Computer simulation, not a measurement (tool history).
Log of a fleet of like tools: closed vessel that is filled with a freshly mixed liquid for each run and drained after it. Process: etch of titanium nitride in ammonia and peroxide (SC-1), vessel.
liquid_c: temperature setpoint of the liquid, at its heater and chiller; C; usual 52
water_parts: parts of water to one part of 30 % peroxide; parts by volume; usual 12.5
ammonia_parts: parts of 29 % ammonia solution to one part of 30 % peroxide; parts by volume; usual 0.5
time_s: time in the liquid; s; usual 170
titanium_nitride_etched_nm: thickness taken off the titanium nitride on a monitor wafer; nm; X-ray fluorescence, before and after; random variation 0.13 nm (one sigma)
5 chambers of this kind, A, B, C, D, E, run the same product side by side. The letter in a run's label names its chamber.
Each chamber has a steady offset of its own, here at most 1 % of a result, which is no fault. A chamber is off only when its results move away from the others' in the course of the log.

run,hour,liquid_c,water_parts,ammonia_parts,time_s,hours since the thermometer was replaced,hours since the ammonia flow meter was replaced,hours since the drum of ammonia solution was connected,"read-back film thickness of the titanium nitride reference wafer, read on the same gauge (nm)",titanium_nitride_etched_nm
1A,5.4,52,12.5,0.5,170,1469.6,902.6,665.5,89.996,19.304
2E,12.2,52,12.5,0.5,170,1722.9,924,126.2,90.005,19.38
3C,19.8,52,12.5,0.5,170,1157.8,1278.4,172.1,90.009,19.71
4D,26.9,52,12.5,0.5,170,563.6,105,586.3,89.991,19.828
5B,34.4,52,16.5,0.65,170,1411.2,203,51.5,90.001,17.547
6E,42.1,52,16.5,0.65,170,1752.8,953.9,156.1,89.991,17.569
7C,50.8,52,16.5,0.65,170,1188.8,1309.4,203.1,89.99,17.657
8B,58.2,52,16.5,0.65,170,1435,226.8,75.3,90.016,17.607
9D,67.2,52,16.5,0.65,170,603.9,145.3,626.6,90.013,17.723
10A,71.7,52,12.5,0.5,170,1535.9,968.9,731.8,90.006,19.613
11C,79.9,52,12.5,0.5,170,1217.9,1338.5,232.2,90,19.742
12E,88.6,52,12.5,0.5,170,1799.3,1000.4,202.6,90.023,19.388
13A,96.6,52,12.5,0.5,170,1560.8,993.8,756.7,89.994,19.744
14D,102.6,52,12.5,0.5,170,639.3,180.7,662,90.001,19.948
15B,108.9,52,12.5,0.5,170,1485.7,277.5,126,89.984,19.678
16A,113.6,52,12.5,0.5,170,1577.8,1010.8,773.7,90.005,19.885
17B,119.6,61,12.5,0.6,170,1496.4,288.2,136.7,90.024,36.671
# hour 122: chamber A: ammonia flow meter replaced
18D,128.7,61,12.5,0.6,170,665.4,206.8,688.1,89.993,37.753
19E,134.6,61,12.5,0.6,170,1845.3,1046.4,248.6,89.998,36.391
20C,141.8,61,12.5,0.6,170,1279.8,1400.4,294.1,90.005,37.478
21D,151.3,61,12.5,0.6,170,688,229.4,710.7,89.993,36.957
22A,161.1,52,12.5,0.5,170,1625.3,39.1,821.2,90.005,20.116
23E,167.9,52,12.5,0.5,170,1878.6,1079.7,281.9,90.004,19.277
24B,175.4,52,12.5,0.5,170,1552.2,344,192.5,89.989,19.527
25C,183.3,52,12.5,0.5,170,1321.3,1441.9,335.6,89.998,19.633
26C,188.8,52,12.5,0.7,170,1326.8,1447.4,341.1,90.01,20.785
# hour 195.8: chamber D: thermometer replaced
27D,196.9,52,12.5,0.7,170,1.1,275,756.3,90.012,20.905
28E,204.9,52,12.5,0.7,170,1915.6,1116.7,318.9,90.015,20.477
# hour 205.3: chamber C: new drum of ammonia solution connected
29B,209.5,52,12.5,0.7,170,1586.3,378.1,226.6,90,20.629
# hour 213.4: chamber E: thermometer replaced
30A,216.9,52,12.5,0.7,170,1681.1,94.9,877,90.012,21.659
31D,222.8,52,12.5,0.5,170,27,300.9,782.2,90.017,19.513
32A,227.7,52,12.5,0.5,170,1691.9,105.7,887.8,90.018,20.372
33E,233.3,52,12.5,0.5,170,19.9,1145.1,347.3,90.003,19.273
34B,238.7,52,12.5,0.5,170,1615.5,407.3,255.8,89.998,19.554
35C,244.9,52,12.5,0.5,170,1382.9,1503.5,39.6,89.994,19.655
36B,249.7,52,12.5,0.5,170,1626.5,418.3,266.8,89.993,19.417
37E,258,52,12.5,0.5,170,44.6,1169.8,372,89.986,19.347
38C,266.6,52,12.5,0.5,170,1404.6,1525.2,61.3,90.013,19.397
39D,275.1,48.5,12.5,0.6,170,79.3,353.2,834.5,90.007,15.912
40A,281.5,48.5,12.5,0.6,170,1745.7,159.5,941.6,89.993,17.031
41B,290.1,48.5,12.5,0.6,170,1666.9,458.7,307.2,89.998,15.849
# hour 297.2: chamber C: thermometer replaced
42C,299.2,48.5,12.5,0.6,170,2.1,1557.8,93.9,89.986,15.755
43D,307.3,48.5,12.5,0.6,170,111.5,385.4,866.7,90,15.791
44E,312,52,12.5,0.5,170,98.6,1223.8,426,90.013,19.605

All 5 chambers run these settings next. Forecast each chamber's results:
45A,319.3,52,12.5,0.5,170,,,,,?
45B,319.3,52,12.5,0.5,170,,,,,?
45C,319.3,52,12.5,0.5,170,,,,,?
45D,319.3,52,12.5,0.5,170,,,,,?
45E,319.3,52,12.5,0.5,170,,,,,?

run,titanium_nitride_etched_nm
45A,20.523
45B,19.72
45C,19.65
45D,19.645
45E,19.404
